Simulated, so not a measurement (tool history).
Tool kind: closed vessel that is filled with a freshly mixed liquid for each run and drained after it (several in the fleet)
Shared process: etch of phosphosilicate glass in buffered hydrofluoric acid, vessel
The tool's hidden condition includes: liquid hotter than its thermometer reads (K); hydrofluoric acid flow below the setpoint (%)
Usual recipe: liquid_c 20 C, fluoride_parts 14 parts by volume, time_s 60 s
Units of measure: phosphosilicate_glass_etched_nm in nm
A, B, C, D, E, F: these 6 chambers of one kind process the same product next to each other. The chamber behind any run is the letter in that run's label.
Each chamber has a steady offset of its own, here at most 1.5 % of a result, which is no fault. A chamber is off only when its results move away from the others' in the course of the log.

run   hour  liquid_c  fluoride_parts  time_s  hours since the thermometer was replaced  hours since the hydrofluoric acid flow meter was replaced  read-back film thickness of the phosphosilicate glass reference wafer, read on the same gauge (nm)  phosphosilicate_glass_etched_nm
 1D    9.1        20              14      60                                    1778.2                                                     1835.8                                                                                                 110                           245.78
 2A   22.1        20              14      60                                     146.5                                                      151.1                                                                                              109.99                           244.49
      22.5  -- chamber D: thermometer replaced
 3B   29.5        20              14      60                                    1050.7                                                      556.6                                                                                                 110                           245.43
 4C   39.9        20              14      60                                      2112                                                      104.8                                                                                              110.04                           242.94
 5E   50.9        20              14      60                                    1607.8                                                      580.8                                                                                              109.95                           243.86
      56.8  -- chamber B: thermometer replaced
 6F   57.9        20              14      60                                     417.2                                                      430.1                                                                                              110.01                           240.01
 7C   68.7        20              14      60                                    2140.8                                                      133.6                                                                                              109.94                           247.01
 8B   75.3        20              14      60                                      18.6                                                      602.4                                                                                              110.01                           246.74
 9D   81.8        20              14      60                                      59.3                                                     1908.5                                                                                              109.98                           242.89
10E   89.9        20              14      60                                    1646.8                                                      619.8                                                                                              109.99                           245.58
11A    102        20              14      60                                     226.4                                                        231                                                                                              110.05                           242.72
12F  111.6        20              14      60                                     470.9                                                      483.8                                                                                              109.95                           247.05
13F  119.5        20              14      60                                     478.8                                                      491.7                                                                                              109.97                           246.35
14C  126.1        20              14      60                                    2198.2                                                        191                                                                                              109.99                           245.57
15D  133.3        20              14      60                                     110.8                                                       1960                                                                                              109.93                           242.66
     136.4  -- chamber D: hydrofluoric acid flow meter replaced
16B  143.3        20              14      60                                      86.6                                                      670.4                                                                                              110.04                            246.9
17A  156.1        20              14      60                                     280.5                                                      285.1                                                                                              109.98                           242.41
18E  166.7        20              14      60                                    1723.6                                                      696.6                                                                                                 110                           243.47
19E    174        20              14      60                                    1730.9                                                      703.9                                                                                              110.01                           245.77
20B  181.1        20              14      60                                     124.4                                                      708.2                                                                                              109.97                           243.08
21C  188.7        20              14      60                                    2260.8                                                      253.6                                                                                              109.96                           244.35
22D  196.5        17              14      60                                       174                                                       60.2                                                                                                 110                           209.49
23F  209.7        17              14      60                                       569                                                      581.9                                                                                              110.08                           206.98
24A  221.2        17              14      60                                     345.6                                                      350.2                                                                                              110.04                           209.08
25B  234.1        17              14      60                                     177.4                                                      761.2                                                                                              110.02                           206.87
26F    244        17              14      60                                     603.3                                                      616.2                                                                                              110.03                           213.29
27E  256.8        17              14      60                                    1813.7                                                      786.7                                                                                                 110                           207.98
28A  263.8        20              14      60                                     388.2                                                      392.8                                                                                                 110                            243.2
29C  276.9        20              14      60                                      2349                                                      341.8                                                                                                 110                           244.21
30D  286.9        20              14      60                                     264.4                                                      150.6                                                                                              109.98                            241.5
31E  299.7        20              14      60                                    1856.6                                                      829.6                                                                                              109.99                            242.5
32C  308.5        20              14      60                                    2380.6                                                      373.4                                                                                              109.99                           247.58
33B  316.3        20              14      60                                     259.6                                                      843.4                                                                                                 110                            244.7
34A  322.3        20              14      60                                     446.7                                                      451.3                                                                                              110.01                           243.92
35F  334.3        20              14      60                                     693.6                                                      706.5                                                                                              109.99                           257.25
36D    345      21.5              14      60                                     322.5                                                      208.7                                                                                              110.01                           259.63
37D  357.7      21.5              14      60                                     335.2                                                      221.4                                                                                              109.99                           261.45
38C  364.3      21.5              14      60                                    2436.4                                                      429.2                                                                                                 110                           264.83

All 6 chambers run these settings next. Forecast each chamber's results:
39A  373.8        20            18.5      60                                                                                                                                                                                                                                         ?
39B  373.8        20            18.5      60                                                                                                                                                                                                                                         ?
39C  373.8        20            18.5      60                                                                                                                                                                                                                                         ?
39D  373.8        20            18.5      60                                                                                                                                                                                                                                         ?
39E  373.8        20            18.5      60                                                                                                                                                                                                                                         ?
39F  373.8        20            18.5      60                                                                                                                                                                                                                                         ?

run  phosphosilicate_glass_etched_nm
39A                           182.08
39B                           189.11
39C                           185.13
39D                           180.17
39E                           186.83
39F                           195.07

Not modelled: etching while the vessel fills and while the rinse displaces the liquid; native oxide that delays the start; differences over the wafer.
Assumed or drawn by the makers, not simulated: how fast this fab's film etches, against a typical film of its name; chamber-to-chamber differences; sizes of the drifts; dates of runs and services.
